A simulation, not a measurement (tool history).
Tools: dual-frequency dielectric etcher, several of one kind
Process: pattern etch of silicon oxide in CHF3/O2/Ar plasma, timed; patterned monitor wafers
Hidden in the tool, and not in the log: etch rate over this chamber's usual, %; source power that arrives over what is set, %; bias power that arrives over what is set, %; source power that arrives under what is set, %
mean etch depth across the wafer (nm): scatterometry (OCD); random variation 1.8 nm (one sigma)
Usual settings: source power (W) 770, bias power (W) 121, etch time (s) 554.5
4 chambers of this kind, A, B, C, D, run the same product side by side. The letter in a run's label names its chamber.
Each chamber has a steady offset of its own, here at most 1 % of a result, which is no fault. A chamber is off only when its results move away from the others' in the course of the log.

| run | day | source power (W) | bias power (W) | etch time (s) | hours since the last wet clean | hours since the last source power generator calibration | hours since the last bias power generator calibration | read-back reference wafer on the same gauge, depth_nm | mean etch depth across the wafer (nm) |
|---|---|---|---|---|---|---|---|---|---|
| 1A | 0.212 | 770 | 121 | 554.5 | 356.8 | 2280.4 | 1528.4 | 1160.1 | 1069.8 |
| 2C | 0.471 | 770 | 121 | 554.5 | 259.5 | 2519.7 | 4121.5 | 1160.2 | 1059.7 |
| 3D | 0.721 | 770 | 121 | 554.5 | 402.1 | 2043 | 650.3 | 1160 | 1073.1 |
| 4B | 0.975 | 770 | 121 | 554.5 | 318.3 | 1596.1 | 2574.4 | 1160.8 | 1059.9 |
| 5D | 1.3 | 770 | 121 | 554.5 | 416 | 2056.9 | 664.2 | 1160.4 | 1072.3 |
| 6C | 1.546 | 770 | 121 | 554.5 | 285.3 | 2545.5 | 4147.3 | 1160.9 | 1060.1 |
| 7A | 1.783 | 770 | 104 | 554.5 | 394.5 | 2318.1 | 1566.1 | 1160.8 | 1022.5 |
| 8B | 2.058 | 770 | 104 | 554.5 | 344.3 | 1622.1 | 2600.4 | 1161.3 | 1013.4 |
| 9A | 2.3 | 770 | 104 | 554.5 | 406.9 | 2330.5 | 1578.5 | 1161.6 | 1024.9 |
| 10D | 2.467 | 770 | 104 | 554.5 | 444 | 2084.9 | 692.2 | 1161.7 | 1026.7 |
| 11B | 2.688 | 680 | 121 | 554.5 | 359.4 | 1637.2 | 2615.5 | 1162.4 | 1010.6 |
| 12C | 3.017 | 680 | 121 | 554.5 | 320.6 | 2580.8 | 4182.6 | 1162.4 | 1009.8 |
| 13D | 3.254 | 680 | 121 | 554.5 | 462.9 | 2103.8 | 711.1 | 1162 | 1022.1 |
| 14B | 3.542 | 680 | 121 | 554.5 | 379.9 | 1657.7 | 2636 | 1162.5 | 1013.1 |
| 15A | 3.846 | 770 | 121 | 554.5 | 444 | 2367.6 | 1615.6 | 1162.8 | 1070.7 |
| 16C | 4.008 | 770 | 148 | 415.5 | 344.4 | 2604.6 | 4206.4 | 1163.6 | 842.53 |
| 17B | 4.275 | 770 | 148 | 415.5 | 397.5 | 1675.3 | 2653.6 | 1163 | 848.88 |
| 18C | 4.512 | 770 | 148 | 415.5 | 356.5 | 2616.7 | 4218.5 | 1163.3 | 844.74 |
| 19D | 4.754 | 770 | 148 | 415.5 | 498.9 | 2139.8 | 747.1 | 1163.4 | 854.89 |
| 20A | 4.904 | 770 | 121 | 554.5 | 469.4 | 2393 | 1641 | 1163.2 | 1073 |
| 21B | 5.162 | 770 | 121 | 554.5 | 418.8 | 1696.6 | 2674.9 | 1163.2 | 1064.9 |
| 22C | 5.375 | 770 | 121 | 554.5 | 377.2 | 2637.4 | 4239.2 | 1164.3 | 1058.2 |
| 23D | 5.617 | 770 | 121 | 554.5 | 519.6 | 2160.5 | 767.8 | 1163.9 | 1074.7 |
| 24A | 5.838 | 770 | 121 | 554.5 | 491.8 | 2415.4 | 1663.4 | 1164.3 | 1070.3 |
|  | 5.925 | chamber A: wet clean of the chamber |
| 25A | 6.004 | 770 | 121 | 554.5 | 2 | 2419.4 | 1667.4 | 1164.7 | 1074.4 |
| 26D | 6.304 | 850 | 121 | 554.5 | 536.1 | 2177 | 784.3 | 1164.7 | 1118.7 |
| 27B | 6.504 | 850 | 121 | 554.5 | 451 | 1728.8 | 2707.1 | 1164.7 | 1107.9 |
| 28C | 6.762 | 850 | 121 | 554.5 | 410.5 | 2670.7 | 4272.5 | 1164.6 | 1105.3 |
| 29A | 6.921 | 850 | 121 | 554.5 | 24 | 2441.4 | 1689.4 | 1164.8 | 1116.8 |
| 30C | 7.075 | 770 | 121 | 554.5 | 418 | 2678.2 | 4280 | 1164.8 | 1063.7 |
| 31D | 7.379 | 770 | 121 | 554.5 | 561.9 | 2202.8 | 810.1 | 1165.3 | 1080 |
| 32B | 7.538 | 770 | 121 | 554.5 | 475.8 | 1753.6 | 2731.9 | 1165.5 | 1063.9 |
| 33C | 7.742 | 770 | 121 | 554.5 | 434 | 2694.2 | 4296 | 1165.2 | 1064.3 |
| 34A | 7.983 | 770 | 121 | 554.5 | 49.5 | 2466.9 | 1714.9 | 1165.3 | 1074 |
| 35B | 8.208 | 770 | 121 | 554.5 | 491.9 | 1769.7 | 2748 | 1166.2 | 1067.4 |
| 36D | 8.446 | 770 | 121 | 554.5 | 587.5 | 2228.4 | 835.7 | 1166.2 | 1075 |
| 37D | 8.754 | 770 | 121 | 554.5 | 594.9 | 2235.8 | 843.1 | 1166.1 | 1074.9 |
| 38A | 8.962 | 850 | 121 | 554.5 | 73 | 2490.4 | 1738.4 | 1166.7 | 1119.5 |
| 39C | 9.254 | 850 | 121 | 554.5 | 470.3 | 2730.5 | 4332.3 | 1166.5 | 1108.2 |
|  | 9.362 | chamber B: bias power generator calibrated |
| 40B | 9.571 | 850 | 121 | 554.5 | 524.6 | 1802.4 | 5.1 | 1167.1 | 1111.8 |
| 41B | 9.817 | 850 | 121 | 554.5 | 530.5 | 1808.3 | 11 | 1166.6 | 1108.8 |
|  | 9.908 | chamber D: wet clean of the chamber |
| 42D | 10.05 | 770 | 149 | 634 | 3.5 | 2266.9 | 874.2 | 1167.5 | 1315.5 |
|  | 10.171 | chamber C: wet clean of the chamber |
| 43C | 10.367 | 770 | 149 | 634 | 4.8 | 2757.2 | 4359 | 1167.5 | 1298.4 |
| 44A | 10.525 | 770 | 149 | 634 | 110.5 | 2527.9 | 1775.9 | 1167.6 | 1311.3 |

Is one chamber off against the others, does the gauge drift, or is nothing wrong? If a chamber is off, say which, and what the likeliest cause is.

The gauge drifts, so all chambers seem to drift together. No chamber is off.
Cause: gauge reads high (%) = 0.674.
